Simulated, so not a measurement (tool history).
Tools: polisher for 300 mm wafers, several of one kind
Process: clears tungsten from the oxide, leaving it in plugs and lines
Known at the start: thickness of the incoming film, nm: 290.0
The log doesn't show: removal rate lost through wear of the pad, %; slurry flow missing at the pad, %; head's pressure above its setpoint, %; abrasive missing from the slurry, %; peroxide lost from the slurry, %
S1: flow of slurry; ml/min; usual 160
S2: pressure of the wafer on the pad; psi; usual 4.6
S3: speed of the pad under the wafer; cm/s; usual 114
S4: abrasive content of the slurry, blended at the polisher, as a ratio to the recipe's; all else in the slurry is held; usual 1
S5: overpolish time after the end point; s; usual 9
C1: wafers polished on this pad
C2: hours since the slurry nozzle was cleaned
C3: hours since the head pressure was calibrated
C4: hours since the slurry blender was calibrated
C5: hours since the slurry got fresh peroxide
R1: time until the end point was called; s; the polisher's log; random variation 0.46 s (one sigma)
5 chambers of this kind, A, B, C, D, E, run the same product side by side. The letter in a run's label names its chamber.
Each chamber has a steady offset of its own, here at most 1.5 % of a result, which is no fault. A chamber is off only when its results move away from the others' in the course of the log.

| run | hour | S1 | S2 | S3 | S4 | S5 | C1 | C2 | C3 | C4 | C5 | R1 |
|---|---|---|---|---|---|---|---|---|---|---|---|---|
| 1E | 4 | 160 | 4.6 | 114 | 1 | 9 | 163 | 118.8 | 699.7 | 131.9 | 40.1 | 53.007 |
| 2B | 7.2 | 160 | 4.6 | 114 | 1 | 9 | 73 | 282.3 | 290.6 | 73.6 | 34.9 | 53.116 |
| 3D | 9.6 | 160 | 4.6 | 114 | 1 | 9 | 417 | 97.4 | 559 | 31 | 23.1 | 54.35 |
| 4A | 14.3 | 160 | 4.6 | 114 | 1 | 9 | 545 | 150.5 | 126.9 | 31.8 | 31.7 | 54.296 |
| 5C | 17 | 160 | 4.6 | 114 | 1 | 9 | 154 | 221.5 | 337.8 | 38 | 98.9 | 54.813 |
| 6C | 20.8 | 160 | 4.6 | 114 | 1 | 9 | 187 | 225.3 | 341.6 | 41.8 | 102.7 | 54.648 |
| 7A | 24.7 | 160 | 4.6 | 114 | 1 | 9 | 634 | 160.9 | 137.3 | 42.2 | 42.1 | 54.977 |
| 8D | 28.3 | 160 | 4.6 | 114 | 1 | 9 | 578 | 116.1 | 577.7 | 49.7 | 41.8 | 54.233 |
|  | 31.3 | chamber D: slurry tank refilled with fresh slurry and peroxide |
| 9B | 32.1 | 160 | 3.7 | 98 | 1 | 9 | 287 | 307.2 | 315.5 | 98.5 | 59.8 | 77.963 |
| 10E | 34.4 | 160 | 3.7 | 98 | 1 | 9 | 425 | 149.2 | 730.1 | 162.3 | 70.5 | 78.097 |
|  | 38.1 | chamber D: worn pad replaced by a new one |
| 11B | 38.6 | 160 | 3.7 | 98 | 1 | 9 | 343 | 313.7 | 322 | 105 | 66.3 | 78.359 |
| 12D | 43 | 160 | 3.7 | 98 | 1 | 9 | 42 | 130.8 | 592.4 | 64.4 | 11.7 | 77.946 |
| 13E | 46.6 | 160 | 3.7 | 98 | 1 | 9 | 530 | 161.4 | 742.3 | 174.5 | 82.7 | 78.028 |
| 14C | 48.8 | 160 | 4.6 | 114 | 1 | 9 | 427 | 253.3 | 369.6 | 69.8 | 130.7 | 54.814 |
| 15A | 53 | 160 | 4.6 | 114 | 1 | 9 | 877 | 189.2 | 165.6 | 70.5 | 70.4 | 55.059 |
| 16E | 55.4 | 160 | 4.6 | 114 | 1 | 9 | 605 | 170.2 | 751.1 | 183.3 | 91.5 | 53.401 |
| 17C | 58.9 | 160 | 4.6 | 114 | 1 | 9 | 514 | 263.4 | 379.7 | 79.9 | 140.8 | 55.464 |
| 18B | 63.3 | 160 | 4.6 | 114 | 1 | 9 | 555 | 338.4 | 346.7 | 129.7 | 91 | 54.495 |
|  | 64.4 | chamber E: slurry tank refilled with fresh slurry and peroxide |
| 19A | 66.2 | 120 | 6.2 | 114 | 1 | 9 | 991 | 202.4 | 178.8 | 83.7 | 83.6 | 42.368 |
|  | 67.7 | chamber A: slurry tank refilled with fresh slurry and peroxide |
| 20D | 69.3 | 120 | 6.2 | 114 | 1 | 9 | 268 | 157.1 | 618.7 | 90.7 | 38 | 42.742 |
|  | 71.8 | chamber D: slurry tank refilled with fresh slurry and peroxide |
| 21B | 73.8 | 120 | 6.2 | 114 | 1 | 9 | 645 | 348.9 | 357.2 | 140.2 | 101.5 | 42.252 |
| 22A | 76.1 | 120 | 6.2 | 114 | 1 | 9 | 1076 | 212.3 | 188.7 | 93.6 | 8.5 | 42.992 |
|  | 77 | chamber A: worn pad replaced by a new one |
| 23D | 80.8 | 120 | 6.2 | 114 | 1 | 9 | 367 | 168.6 | 630.2 | 102.2 | 9 | 42.429 |
|  | 82.4 | chamber E: worn pad replaced by a new one |
|  | 83.1 | chamber C: slurry tank refilled with fresh slurry and peroxide |
| 24C | 85.4 | 160 | 4.6 | 114 | 1 | 9 | 742 | 289.9 | 406.2 | 106.4 | 2.4 | 55.348 |
| 25E | 88.6 | 160 | 4.6 | 114 | 1 | 9 | 53 | 203.4 | 784.3 | 216.5 | 24.2 | 53.529 |
| 26E | 92.4 | 160 | 4.6 | 114 | 1 | 9 | 86 | 207.2 | 788.1 | 220.3 | 28 | 53.174 |
| 27C | 96.8 | 160 | 4.6 | 114 | 1 | 9 | 840 | 301.3 | 417.6 | 117.8 | 13.8 | 54.099 |
| 28D | 101.3 | 160 | 4.6 | 114 | 1 | 9 | 543 | 189.1 | 650.7 | 122.7 | 29.5 | 54.454 |
| 29B | 105.4 | 160 | 4.6 | 114 | 1 | 9 | 917 | 380.5 | 388.8 | 171.8 | 133.1 | 55.385 |
|  | 108.6 | chamber B: slurry tank refilled with fresh slurry and peroxide |
| 30A | 109.5 | 160 | 5.9 | 114 | 1 | 9 | 280 | 245.7 | 222.1 | 127 | 41.9 | 42.327 |
|  | 110.2 | chamber D: slurry nozzle cleaned |
| 31E | 112.5 | 160 | 5.9 | 114 | 1 | 9 | 259 | 227.3 | 808.2 | 240.4 | 48.1 | 41.474 |
| 32B | 116.9 | 160 | 5.9 | 114 | 1 | 9 | 1016 | 392 | 400.3 | 183.3 | 8.3 | 43.686 |
|  | 117.5 | chamber C: worn pad replaced by a new one |
|  | 120 | chamber D: worn pad replaced by a new one |
| 33A | 120.3 | 160 | 5.9 | 114 | 1 | 9 | 372 | 256.5 | 232.9 | 137.8 | 52.7 | 42.472 |
|  | 120.4 | chamber D: slurry tank refilled with fresh slurry and peroxide |
|  | 120.8 | chamber A: slurry blender recalibrated |
| 34D | 122.6 | 160 | 5.9 | 114 | 1 | 9 | 22 | 12.5 | 672 | 144 | 2.2 | 42.342 |
| 35C | 126.2 | 160 | 4.6 | 114 | 1 | 9 | 74 | 330.7 | 447 | 147.2 | 43.2 | 53.939 |
| 36A | 130.7 | 160 | 4.6 | 114 | 1 | 9 | 462 | 266.9 | 243.3 | 9.9 | 63.1 | 54.154 |
| 37E | 134.8 | 160 | 4.6 | 114 | 1 | 9 | 451 | 249.6 | 830.5 | 262.7 | 70.4 | 54.029 |
| 38C | 138.1 | 160 | 4.6 | 114 | 1 | 5 | 177 | 342.6 | 458.9 | 159.1 | 55.1 | 54.973 |
| 39D | 141.6 | 160 | 4.6 | 114 | 1 | 5 | 185 | 31.5 | 691 | 163 | 21.2 | 54.479 |

Next, every chamber runs the same settings. What will each give?
| 40A | 145 | 160 | 4.6 | 114 | 1 | 9 |  |  |  |  |  | ? |
| 40B | 145 | 160 | 4.6 | 114 | 1 | 9 |  |  |  |  |  | ? |
| 40C | 145 | 160 | 4.6 | 114 | 1 | 9 |  |  |  |  |  | ? |
| 40D | 145 | 160 | 4.6 | 114 | 1 | 9 |  |  |  |  |  | ? |
| 40E | 145 | 160 | 4.6 | 114 | 1 | 9 |  |  |  |  |  | ? |

| run | R1 |
|---|---|
| 40A | 54.39 |
| 40B | 56.23 |
| 40C | 53.713 |
| 40D | 54.896 |
| 40E | 53.984 |
